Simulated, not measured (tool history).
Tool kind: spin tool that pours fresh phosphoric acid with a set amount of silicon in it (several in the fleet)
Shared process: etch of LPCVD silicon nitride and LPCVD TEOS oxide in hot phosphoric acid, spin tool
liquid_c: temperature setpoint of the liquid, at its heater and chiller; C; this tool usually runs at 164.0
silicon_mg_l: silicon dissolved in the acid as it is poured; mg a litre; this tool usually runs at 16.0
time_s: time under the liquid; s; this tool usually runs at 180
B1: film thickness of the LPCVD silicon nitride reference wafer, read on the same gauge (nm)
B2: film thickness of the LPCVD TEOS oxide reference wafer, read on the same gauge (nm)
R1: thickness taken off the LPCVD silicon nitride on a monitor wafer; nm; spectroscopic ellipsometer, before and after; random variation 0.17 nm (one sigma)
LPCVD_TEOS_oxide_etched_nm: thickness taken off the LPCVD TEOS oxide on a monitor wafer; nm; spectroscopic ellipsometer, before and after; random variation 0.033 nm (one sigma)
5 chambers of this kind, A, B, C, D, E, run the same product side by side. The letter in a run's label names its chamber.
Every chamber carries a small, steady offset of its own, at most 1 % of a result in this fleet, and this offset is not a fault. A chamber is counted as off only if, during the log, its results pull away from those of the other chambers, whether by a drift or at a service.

{"hour": 2.9, "done": "chamber D: thermometer replaced"}
{"run": "1E", "hour": 6.4, "liquid_c": 164.0, "silicon_mg_l": 16.0, "time_s": 180, "B1": 30.004, "B2": 130.04, "R1": 17.956, "LPCVD_TEOS_oxide_etched_nm": 0.36472}
{"run": "2A", "hour": 13.4, "liquid_c": 164.0, "silicon_mg_l": 16.0, "time_s": 180, "B1": 29.994, "B2": 130.04, "R1": 17.667, "LPCVD_TEOS_oxide_etched_nm": 0.41295}
{"run": "3B", "hour": 21.4, "liquid_c": 164.0, "silicon_mg_l": 16.0, "time_s": 180, "B1": 30.021, "B2": 130.01, "R1": 17.199, "LPCVD_TEOS_oxide_etched_nm": 0.42121}
{"hour": 22.3, "done": "chamber C: dissolved silicon flow meter replaced"}
{"run": "4D", "hour": 26.6, "liquid_c": 164.0, "silicon_mg_l": 16.0, "time_s": 180, "B1": 30.038, "B2": 129.95, "R1": 17.734, "LPCVD_TEOS_oxide_etched_nm": 0.46707}
{"run": "5C", "hour": 35.2, "liquid_c": 164.0, "silicon_mg_l": 16.0, "time_s": 180, "B1": 30.013, "B2": 130.03, "R1": 17.598, "LPCVD_TEOS_oxide_etched_nm": 0.44056}
{"run": "6B", "hour": 41.3, "liquid_c": 164.0, "silicon_mg_l": 16.0, "time_s": 180, "B1": 29.963, "B2": 129.99, "R1": 17.632, "LPCVD_TEOS_oxide_etched_nm": 0.42293}
{"run": "7E", "hour": 45.3, "liquid_c": 164.0, "silicon_mg_l": 16.0, "time_s": 180, "B1": 29.997, "B2": 129.99, "R1": 17.739, "LPCVD_TEOS_oxide_etched_nm": 0.44272}
{"run": "8C", "hour": 49.3, "liquid_c": 164.0, "silicon_mg_l": 16.0, "time_s": 180, "B1": 30.02, "B2": 129.95, "R1": 17.503, "LPCVD_TEOS_oxide_etched_nm": 0.37867}
{"run": "9A", "hour": 56.1, "liquid_c": 164.0, "silicon_mg_l": 16.0, "time_s": 180, "B1": 29.983, "B2": 129.96, "R1": 17.809, "LPCVD_TEOS_oxide_etched_nm": 0.40829}
{"run": "10D", "hour": 63.7, "liquid_c": 164.0, "silicon_mg_l": 16.0, "time_s": 180, "B1": 29.985, "B2": 130.0, "R1": 17.632, "LPCVD_TEOS_oxide_etched_nm": 0.42912}
{"run": "11C", "hour": 71.4, "liquid_c": 164.0, "silicon_mg_l": 16.0, "time_s": 180, "B1": 30.029, "B2": 130.03, "R1": 17.821, "LPCVD_TEOS_oxide_etched_nm": 0.43078}
{"run": "12D", "hour": 77.6, "liquid_c": 166.5, "silicon_mg_l": 16.0, "time_s": 255, "B1": 30.02, "B2": 129.99, "R1": 27.221, "LPCVD_TEOS_oxide_etched_nm": 0.68106}
{"run": "13B", "hour": 84.5, "liquid_c": 166.5, "silicon_mg_l": 16.0, "time_s": 255, "B1": 29.99, "B2": 130.0, "R1": 27.054, "LPCVD_TEOS_oxide_etched_nm": 0.7054}
{"run": "14A", "hour": 90.6, "liquid_c": 166.5, "silicon_mg_l": 16.0, "time_s": 255, "B1": 30.003, "B2": 130.03, "R1": 27.023, "LPCVD_TEOS_oxide_etched_nm": 0.65391}
{"run": "15E", "hour": 94.7, "liquid_c": 166.5, "silicon_mg_l": 16.0, "time_s": 255, "B1": 30.033, "B2": 130.0, "R1": 27.171, "LPCVD_TEOS_oxide_etched_nm": 0.7325}
{"run": "16A", "hour": 99.7, "liquid_c": 166.5, "silicon_mg_l": 16.0, "time_s": 255, "B1": 29.982, "B2": 130.0, "R1": 26.872, "LPCVD_TEOS_oxide_etched_nm": 0.76}
{"run": "17B", "hour": 104.9, "liquid_c": 164.0, "silicon_mg_l": 16.0, "time_s": 180, "B1": 29.996, "B2": 129.99, "R1": 17.496, "LPCVD_TEOS_oxide_etched_nm": 0.38181}
{"run": "18D", "hour": 109.9, "liquid_c": 164.0, "silicon_mg_l": 16.0, "time_s": 180, "B1": 30.008, "B2": 130.02, "R1": 17.548, "LPCVD_TEOS_oxide_etched_nm": 0.48679}
{"run": "19E", "hour": 115.9, "liquid_c": 164.0, "silicon_mg_l": 16.0, "time_s": 180, "B1": 29.961, "B2": 129.99, "R1": 17.852, "LPCVD_TEOS_oxide_etched_nm": 0.48881}
{"run": "20C", "hour": 121.9, "liquid_c": 164.0, "silicon_mg_l": 16.0, "time_s": 180, "B1": 29.993, "B2": 129.97, "R1": 17.5, "LPCVD_TEOS_oxide_etched_nm": 0.42924}
{"run": "21D", "hour": 130.2, "liquid_c": 164.0, "silicon_mg_l": 16.0, "time_s": 180, "B1": 30.004, "B2": 129.99, "R1": 17.694, "LPCVD_TEOS_oxide_etched_nm": 0.41481}
{"run": "22B", "hour": 137.9, "liquid_c": 164.0, "silicon_mg_l": 16.0, "time_s": 180, "B1": 30.002, "B2": 129.96, "R1": 17.602, "LPCVD_TEOS_oxide_etched_nm": 0.44509}
{"hour": 140.0, "done": "chamber C: thermometer replaced"}
{"run": "23E", "hour": 145.2, "liquid_c": 164.0, "silicon_mg_l": 16.0, "time_s": 180, "B1": 30.01, "B2": 129.97, "R1": 18.076, "LPCVD_TEOS_oxide_etched_nm": 0.46034}
{"run": "24C", "hour": 149.7, "liquid_c": 164.0, "silicon_mg_l": 16.0, "time_s": 180, "B1": 30.007, "B2": 130.01, "R1": 17.95, "LPCVD_TEOS_oxide_etched_nm": 0.49473}
{"run": "25A", "hour": 155.3, "liquid_c": 164.0, "silicon_mg_l": 20.0, "time_s": 180, "B1": 30.01, "B2": 130.01, "R1": 17.885, "LPCVD_TEOS_oxide_etched_nm": 0.35569}
{"run": "26E", "hour": 162.4, "liquid_c": 164.0, "silicon_mg_l": 20.0, "time_s": 180, "B1": 30.009, "B2": 130.0, "R1": 17.743, "LPCVD_TEOS_oxide_etched_nm": 0.37859}
{"run": "27B", "hour": 170.1, "liquid_c": 164.0, "silicon_mg_l": 20.0, "time_s": 180, "B1": 30.016, "B2": 130.02, "R1": 17.665, "LPCVD_TEOS_oxide_etched_nm": 0.38464}
{"run": "28D", "hour": 179.0, "liquid_c": 164.0, "silicon_mg_l": 20.0, "time_s": 180, "B1": 30.01, "B2": 130.06, "R1": 17.653, "LPCVD_TEOS_oxide_etched_nm": 0.40785}
{"run": "29C", "hour": 185.5, "liquid_c": 164.0, "silicon_mg_l": 20.0, "time_s": 180, "B1": 29.993, "B2": 130.05, "R1": 17.803, "LPCVD_TEOS_oxide_etched_nm": 0.3563}
{"run": "30A", "hour": 193.1, "liquid_c": 164.0, "silicon_mg_l": 16.0, "time_s": 180, "B1": 29.997, "B2": 130.03, "R1": 17.733, "LPCVD_TEOS_oxide_etched_nm": 0.40219}
{"run": "31B", "hour": 197.9, "liquid_c": 164.0, "silicon_mg_l": 21.5, "time_s": 225, "B1": 29.99, "B2": 130.0, "R1": 22.395, "LPCVD_TEOS_oxide_etched_nm": 0.46478}
{"run": "32C", "hour": 203.2, "liquid_c": 164.0, "silicon_mg_l": 21.5, "time_s": 225, "B1": 30.01, "B2": 129.99, "R1": 22.247, "LPCVD_TEOS_oxide_etched_nm": 0.51099}
{"run": "33A", "hour": 209.2, "liquid_c": 164.0, "silicon_mg_l": 21.5, "time_s": 225, "B1": 29.983, "B2": 129.98, "R1": 21.937, "LPCVD_TEOS_oxide_etched_nm": 0.44066}

Next, every chamber runs the same settings. What will each give?
{"run": "34A", "hour": 215.7, "liquid_c": 164.0, "silicon_mg_l": 16.0, "time_s": 180, "R1": "?", "LPCVD_TEOS_oxide_etched_nm": "?"}
{"run": "34B", "hour": 215.7, "liquid_c": 164.0, "silicon_mg_l": 16.0, "time_s": 180, "R1": "?", "LPCVD_TEOS_oxide_etched_nm": "?"}
{"run": "34C", "hour": 215.7, "liquid_c": 164.0, "silicon_mg_l": 16.0, "time_s": 180, "R1": "?", "LPCVD_TEOS_oxide_etched_nm": "?"}
{"run": "34D", "hour": 215.7, "liquid_c": 164.0, "silicon_mg_l": 16.0, "time_s": 180, "R1": "?", "LPCVD_TEOS_oxide_etched_nm": "?"}
{"run": "34E", "hour": 215.7, "liquid_c": 164.0, "silicon_mg_l": 16.0, "time_s": 180, "R1": "?", "LPCVD_TEOS_oxide_etched_nm": "?"}

run=34A R1=17.346 LPCVD_TEOS_oxide_etched_nm=0.44598
run=34B R1=18.078 LPCVD_TEOS_oxide_etched_nm=0.36195
run=34C R1=17.489 LPCVD_TEOS_oxide_etched_nm=0.45086
run=34D R1=17.765 LPCVD_TEOS_oxide_etched_nm=0.39852
run=34E R1=17.872 LPCVD_TEOS_oxide_etched_nm=0.39429

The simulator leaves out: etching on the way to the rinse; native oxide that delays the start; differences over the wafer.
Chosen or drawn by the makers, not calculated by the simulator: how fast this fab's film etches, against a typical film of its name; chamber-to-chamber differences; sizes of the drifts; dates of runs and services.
